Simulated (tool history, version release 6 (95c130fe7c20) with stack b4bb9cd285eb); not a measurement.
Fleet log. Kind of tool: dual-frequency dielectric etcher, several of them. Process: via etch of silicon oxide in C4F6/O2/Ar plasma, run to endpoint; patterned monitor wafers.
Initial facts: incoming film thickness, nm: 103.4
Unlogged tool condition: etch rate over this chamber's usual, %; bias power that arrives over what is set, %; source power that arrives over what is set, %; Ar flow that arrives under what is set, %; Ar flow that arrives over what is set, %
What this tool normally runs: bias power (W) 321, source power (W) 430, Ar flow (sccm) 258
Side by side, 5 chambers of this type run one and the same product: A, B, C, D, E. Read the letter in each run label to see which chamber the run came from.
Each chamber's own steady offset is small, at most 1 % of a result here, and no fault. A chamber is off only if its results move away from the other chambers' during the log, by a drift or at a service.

run	hour	bias power (W)	source power (W)	Ar flow (sccm)	hours since the last wet clean	hours since the last bias power generator calibration	hours since the last source power generator calibration	hours since the last Ar flow controller change	endpoint time (s)
1B	6.2	321	430	258	263.2	1576.8	1739.3	3499.0	25.319
2C	12.7	321	430	258	354.1	455.7	1413.6	3137.8	25.474
3A	17.6	321	430	258	223.2	4112.3	3366.8	1536.4	25.722
4D	24.5	321	430	258	174.8	1448.0	2727.4	2313.2	25.762
5E	30.1	321	430	258	427.4	1077.7	2903.1	2688.6	25.355
6E	36.8	321	430	258	434.1	1084.4	2909.8	2695.3	25.543
7B	43.9	321	430	258	300.9	1614.5	1777.0	3536.7	25.270
8C	51.0	321	430	258	392.4	494.0	1451.9	3176.1	25.492
9A	57.3	321	430	258	262.9	4152.0	3406.5	1576.1	25.421
# hour 59.7: chamber C: wet clean of the chamber
10D	61.7	321	430	258	212.0	1485.2	2764.6	2350.4	25.685
11C	67.9	321	430	258	8.3	510.9	1468.8	3193.0	25.442
12B	72.2	321	430	258	329.2	1642.8	1805.3	3565.0	25.334
13E	77.0	321	430	258	474.3	1124.6	2950.0	2735.5	25.481
14A	81.8	373	430	258	287.4	4176.5	3431.0	1600.6	24.329
15D	87.7	373	430	258	238.0	1511.2	2790.6	2376.4	24.324
16C	93.5	373	430	258	33.9	536.5	1494.4	3218.6	24.056
17B	97.2	373	430	258	354.2	1667.8	1830.3	3590.0	23.859
18A	104.0	373	430	258	309.6	4198.7	3453.2	1622.8	24.277
19D	107.4	381	430	258	257.7	1530.9	2810.3	2396.1	24.139
20E	111.5	381	430	258	508.8	1159.1	2984.5	2770.0	23.820
21B	117.3	381	430	258	374.3	1687.9	1850.4	3610.1	23.419
22C	120.8	381	430	258	61.2	563.8	1521.7	3245.9	23.987
23A	124.6	381	430	258	330.2	4219.3	3473.8	1643.4	24.035
24D	128.7	321	430	258	279.0	1552.2	2831.6	2417.4	25.603
25E	132.0	321	430	258	529.3	1179.6	3005.0	2790.5	25.470
26C	135.8	321	430	258	76.2	578.8	1536.7	3260.9	25.359
27D	140.6	321	430	310	290.9	1564.1	2843.5	2429.3	26.293
28A	144.9	321	430	310	350.5	4239.6	3494.1	1663.7	26.244
29B	150.1	321	430	310	407.1	1720.7	1883.2	3642.9	25.129
30E	154.0	321	430	310	551.3	1201.6	3027.0	2812.5	25.783
31A	159.7	321	430	310	365.3	4254.4	3508.9	1678.5	26.305
32D	163.6	251	370	258	313.9	1587.1	2866.5	2452.3	29.526
33C	167.6	251	370	258	108.0	610.6	1568.5	3292.7	29.518
34B	171.9	251	370	258	428.9	1742.5	1905.0	3664.7	28.425

Decide between three cases: one chamber stands off from its peers, the gauge reading all wafers drifts, or nothing is wrong past each chamber's small offset. Where a chamber is off, say which and what most likely put it there.

Little by little, chamber B moves away from the other chambers.
What lies behind it: etch rate over this chamber's usual, % = 3.97.

Below are 4 candidate recipes for chamber B's next run, each the usual settings with a change, their results shown as question marks. Which of them brings B's results back in line with what the other chambers give on the usual settings?
To be in line, a result may differ from the other chambers' mean on the usual settings by at most: endpoint time (s) 0.320
35B-1	177.0	304	400	262					?
35B-2	177.0	308	430	261					?
35B-3	177.0	338	460	254					?
35B-4	177.0	321	430	220					?

The mean the other chambers reach with the usual settings: endpoint time (s) 25.531
run	endpoint time (s)
35B-1	25.623
35B-2	24.796
35B-3	23.314
35B-4	23.979
35B-1 puts the chamber back in line with the other chambers.
